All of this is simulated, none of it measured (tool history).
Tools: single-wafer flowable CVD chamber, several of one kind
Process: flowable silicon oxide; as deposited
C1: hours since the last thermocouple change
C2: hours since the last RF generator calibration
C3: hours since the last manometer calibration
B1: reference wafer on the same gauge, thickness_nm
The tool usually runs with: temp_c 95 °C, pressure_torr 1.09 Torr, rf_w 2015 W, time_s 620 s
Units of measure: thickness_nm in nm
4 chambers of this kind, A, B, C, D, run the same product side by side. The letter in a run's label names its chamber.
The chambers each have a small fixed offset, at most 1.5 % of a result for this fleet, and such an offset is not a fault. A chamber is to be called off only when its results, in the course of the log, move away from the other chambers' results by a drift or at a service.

{"run": "1C", "hour": 9.7, "temp_c": 95, "pressure_torr": 1.09, "rf_w": 2015, "time_s": 620, "C1": 174.4, "C2": 703, "C3": 234.7, "B1": 618.9, "thickness_nm": 650.34}
{"run": "2B", "hour": 15.0, "temp_c": 95, "pressure_torr": 1.09, "rf_w": 2015, "time_s": 620, "C1": 1481.4, "C2": 678.8, "C3": 251, "B1": 618.94, "thickness_nm": 652.88}
{"run": "3A", "hour": 26.8, "temp_c": 95, "pressure_torr": 1.09, "rf_w": 2015, "time_s": 620, "C1": 2392.1, "C2": 1788.2, "C3": 959, "B1": 618.73, "thickness_nm": 659.77}
{"run": "4D", "hour": 36.7, "temp_c": 95, "pressure_torr": 1.09, "rf_w": 2015, "time_s": 620, "C1": 1952.7, "C2": 974.5, "C3": 845.3, "B1": 618.67, "thickness_nm": 645.26}
{"run": "5A", "hour": 45.3, "temp_c": 95, "pressure_torr": 1.09, "rf_w": 2015, "time_s": 620, "C1": 2410.6, "C2": 1806.7, "C3": 977.5, "B1": 618.54, "thickness_nm": 659.92}
{"run": "6C", "hour": 52.4, "temp_c": 95, "pressure_torr": 1.09, "rf_w": 2015, "time_s": 620, "C1": 217.1, "C2": 745.7, "C3": 277.4, "B1": 618.61, "thickness_nm": 650.59}
{"run": "7B", "hour": 64.1, "temp_c": 95, "pressure_torr": 1.09, "rf_w": 2015, "time_s": 620, "C1": 1530.5, "C2": 727.9, "C3": 300.1, "B1": 618.61, "thickness_nm": 651.32}
{"run": "8D", "hour": 75.9, "temp_c": 83, "pressure_torr": 1.09, "rf_w": 2015, "time_s": 505, "C1": 1991.9, "C2": 1013.7, "C3": 884.5, "B1": 618.54, "thickness_nm": 769.32}
{"hour": 78.8, "done": "chamber D: thermocouple changed; heater temperature recalibrated"}
{"run": "9A", "hour": 85.6, "temp_c": 83, "pressure_torr": 1.09, "rf_w": 2015, "time_s": 505, "C1": 2450.9, "C2": 1847, "C3": 1017.8, "B1": 618.36, "thickness_nm": 782.59}
{"run": "10B", "hour": 95.0, "temp_c": 83, "pressure_torr": 1.09, "rf_w": 2015, "time_s": 505, "C1": 1561.4, "C2": 758.8, "C3": 331, "B1": 618.3, "thickness_nm": 776.96}
{"run": "11D", "hour": 100.6, "temp_c": 83, "pressure_torr": 1.09, "rf_w": 2015, "time_s": 505, "C1": 21.8, "C2": 1038.4, "C3": 909.2, "B1": 618.23, "thickness_nm": 768.74}
{"hour": 106.0, "done": "chamber A: RF generator calibrated"}
{"run": "12C", "hour": 109.9, "temp_c": 95, "pressure_torr": 1.09, "rf_w": 2015, "time_s": 620, "C1": 274.6, "C2": 803.2, "C3": 334.9, "B1": 618.25, "thickness_nm": 650.13}
{"run": "13D", "hour": 121.1, "temp_c": 95, "pressure_torr": 1.09, "rf_w": 2015, "time_s": 620, "C1": 42.3, "C2": 1058.9, "C3": 929.7, "B1": 618.25, "thickness_nm": 645.44}
{"run": "14B", "hour": 126.3, "temp_c": 95, "pressure_torr": 1.09, "rf_w": 2015, "time_s": 620, "C1": 1592.7, "C2": 790.1, "C3": 362.3, "B1": 617.98, "thickness_nm": 652.54}
{"run": "15A", "hour": 134.7, "temp_c": 100, "pressure_torr": 1.09, "rf_w": 1755, "time_s": 620, "C1": 2500, "C2": 28.7, "C3": 1066.9, "B1": 618.14, "thickness_nm": 541.55}
{"run": "16C", "hour": 143.2, "temp_c": 100, "pressure_torr": 1.09, "rf_w": 1755, "time_s": 620, "C1": 307.9, "C2": 836.5, "C3": 368.2, "B1": 618.01, "thickness_nm": 533.68}
{"run": "17C", "hour": 153.9, "temp_c": 100, "pressure_torr": 1.09, "rf_w": 1755, "time_s": 620, "C1": 318.6, "C2": 847.2, "C3": 378.9, "B1": 617.93, "thickness_nm": 533.23}
{"run": "18D", "hour": 165.8, "temp_c": 100, "pressure_torr": 1.09, "rf_w": 1755, "time_s": 620, "C1": 87, "C2": 1103.6, "C3": 974.4, "B1": 617.97, "thickness_nm": 528.7}
{"hour": 172.5, "done": "chamber B: thermocouple changed; heater temperature recalibrated"}
{"run": "19A", "hour": 176.1, "temp_c": 95, "pressure_torr": 1.09, "rf_w": 2015, "time_s": 620, "C1": 2541.4, "C2": 70.1, "C3": 1108.3, "B1": 617.63, "thickness_nm": 659.22}
{"run": "20B", "hour": 186.6, "temp_c": 95, "pressure_torr": 1.09, "rf_w": 2015, "time_s": 620, "C1": 14.2, "C2": 850.4, "C3": 422.6, "B1": 617.55, "thickness_nm": 653.06}
{"run": "21A", "hour": 191.8, "temp_c": 95, "pressure_torr": 1.09, "rf_w": 2015, "time_s": 620, "C1": 2557.1, "C2": 85.8, "C3": 1124, "B1": 617.43, "thickness_nm": 658.69}
{"run": "22C", "hour": 198.9, "temp_c": 95, "pressure_torr": 1.09, "rf_w": 2015, "time_s": 620, "C1": 363.6, "C2": 892.2, "C3": 423.9, "B1": 617.39, "thickness_nm": 648.61}
{"run": "23D", "hour": 206.8, "temp_c": 95, "pressure_torr": 1.09, "rf_w": 2015, "time_s": 620, "C1": 128, "C2": 1144.6, "C3": 1015.4, "B1": 617.54, "thickness_nm": 644.01}
{"run": "24B", "hour": 214.2, "temp_c": 95, "pressure_torr": 1.09, "rf_w": 2305, "time_s": 620, "C1": 41.8, "C2": 878, "C3": 450.2, "B1": 617.56, "thickness_nm": 667.62}
{"run": "25A", "hour": 220.0, "temp_c": 95, "pressure_torr": 1.09, "rf_w": 2305, "time_s": 620, "C1": 2585.3, "C2": 114, "C3": 1152.2, "B1": 617.4, "thickness_nm": 673.05}
{"run": "26D", "hour": 228.2, "temp_c": 95, "pressure_torr": 1.09, "rf_w": 2305, "time_s": 620, "C1": 149.4, "C2": 1166, "C3": 1036.8, "B1": 617.39, "thickness_nm": 659.67}
{"run": "27C", "hour": 237.8, "temp_c": 95, "pressure_torr": 1.09, "rf_w": 2305, "time_s": 620, "C1": 402.5, "C2": 931.1, "C3": 462.8, "B1": 617.38, "thickness_nm": 663.82}
{"run": "28B", "hour": 245.9, "temp_c": 95, "pressure_torr": 1.09, "rf_w": 2015, "time_s": 620, "C1": 73.5, "C2": 909.7, "C3": 481.9, "B1": 617.32, "thickness_nm": 652.32}
{"run": "29A", "hour": 251.8, "temp_c": 95, "pressure_torr": 1.09, "rf_w": 2015, "time_s": 620, "C1": 2617.1, "C2": 145.8, "C3": 1184, "B1": 617.09, "thickness_nm": 657.35}
{"run": "30D", "hour": 259.0, "temp_c": 95, "pressure_torr": 1.09, "rf_w": 2015, "time_s": 620, "C1": 180.2, "C2": 1196.8, "C3": 1067.6, "B1": 617.16, "thickness_nm": 643.92}
{"run": "31B", "hour": 269.1, "temp_c": 95, "pressure_torr": 1.09, "rf_w": 2015, "time_s": 620, "C1": 96.7, "C2": 932.9, "C3": 505.1, "B1": 616.96, "thickness_nm": 650.28}
{"run": "32C", "hour": 277.2, "temp_c": 95, "pressure_torr": 1.25, "rf_w": 2015, "time_s": 620, "C1": 441.9, "C2": 970.5, "C3": 502.2, "B1": 617.02, "thickness_nm": 754.31}
{"run": "33A", "hour": 288.6, "temp_c": 95, "pressure_torr": 1.25, "rf_w": 2015, "time_s": 620, "C1": 2653.9, "C2": 182.6, "C3": 1220.8, "B1": 616.9, "thickness_nm": 766.75}
{"run": "34B", "hour": 295.4, "temp_c": 95, "pressure_torr": 1.25, "rf_w": 2015, "time_s": 620, "C1": 123, "C2": 959.2, "C3": 531.4, "B1": 616.76, "thickness_nm": 758.97}
{"run": "35D", "hour": 301.1, "temp_c": 95, "pressure_torr": 1.25, "rf_w": 2015, "time_s": 620, "C1": 222.3, "C2": 1238.9, "C3": 1109.7, "B1": 616.83, "thickness_nm": 749.56}
{"run": "36C", "hour": 307.2, "temp_c": 95, "pressure_torr": 1.09, "rf_w": 2015, "time_s": 620, "C1": 471.9, "C2": 1000.5, "C3": 532.2, "B1": 616.51, "thickness_nm": 645.69}
{"run": "37C", "hour": 314.7, "temp_c": 95, "pressure_torr": 1.09, "rf_w": 2015, "time_s": 620, "C1": 479.4, "C2": 1008, "C3": 539.7, "B1": 616.71, "thickness_nm": 647.51}
{"run": "38B", "hour": 321.2, "temp_c": 95, "pressure_torr": 1.09, "rf_w": 2015, "time_s": 620, "C1": 148.8, "C2": 985, "C3": 557.2, "B1": 616.6, "thickness_nm": 651.25}
{"run": "39A", "hour": 328.7, "temp_c": 95, "pressure_torr": 1.09, "rf_w": 2015, "time_s": 620, "C1": 2694, "C2": 222.7, "C3": 1260.9, "B1": 616.72, "thickness_nm": 658.79}
{"run": "40D", "hour": 337.3, "temp_c": 95, "pressure_torr": 1.09, "rf_w": 2015, "time_s": 620, "C1": 258.5, "C2": 1275.1, "C3": 1145.9, "B1": 616.56, "thickness_nm": 644.29}
{"run": "41D", "hour": 344.0, "temp_c": 95, "pressure_torr": 1.09, "rf_w": 2015, "time_s": 620, "C1": 265.2, "C2": 1281.8, "C3": 1152.6, "B1": 616.43, "thickness_nm": 644.15}
{"run": "42A", "hour": 350.8, "temp_c": 95, "pressure_torr": 1.09, "rf_w": 2015, "time_s": 620, "C1": 2716.1, "C2": 244.8, "C3": 1283, "B1": 616.21, "thickness_nm": 657.35}
{"run": "43C", "hour": 361.8, "temp_c": 95, "pressure_torr": 1.09, "rf_w": 1720, "time_s": 620, "C1": 526.5, "C2": 1055.1, "C3": 586.8, "B1": 616.35, "thickness_nm": 622.46}
{"run": "44B", "hour": 371.7, "temp_c": 95, "pressure_torr": 1.09, "rf_w": 1720, "time_s": 620, "C1": 199.3, "C2": 1035.5, "C3": 607.7, "B1": 616.32, "thickness_nm": 627.52}

Which is it: a chamber that has drifted or been left off by a service, a gauge drift common to all chambers, or only each chamber's usual small offset? If a chamber is off, name it and its likeliest cause.

None of the chambers is off. What moves is the gauge, dragging all their readings along together.
Most likely cause: gauge reads low (%) = 0.449.

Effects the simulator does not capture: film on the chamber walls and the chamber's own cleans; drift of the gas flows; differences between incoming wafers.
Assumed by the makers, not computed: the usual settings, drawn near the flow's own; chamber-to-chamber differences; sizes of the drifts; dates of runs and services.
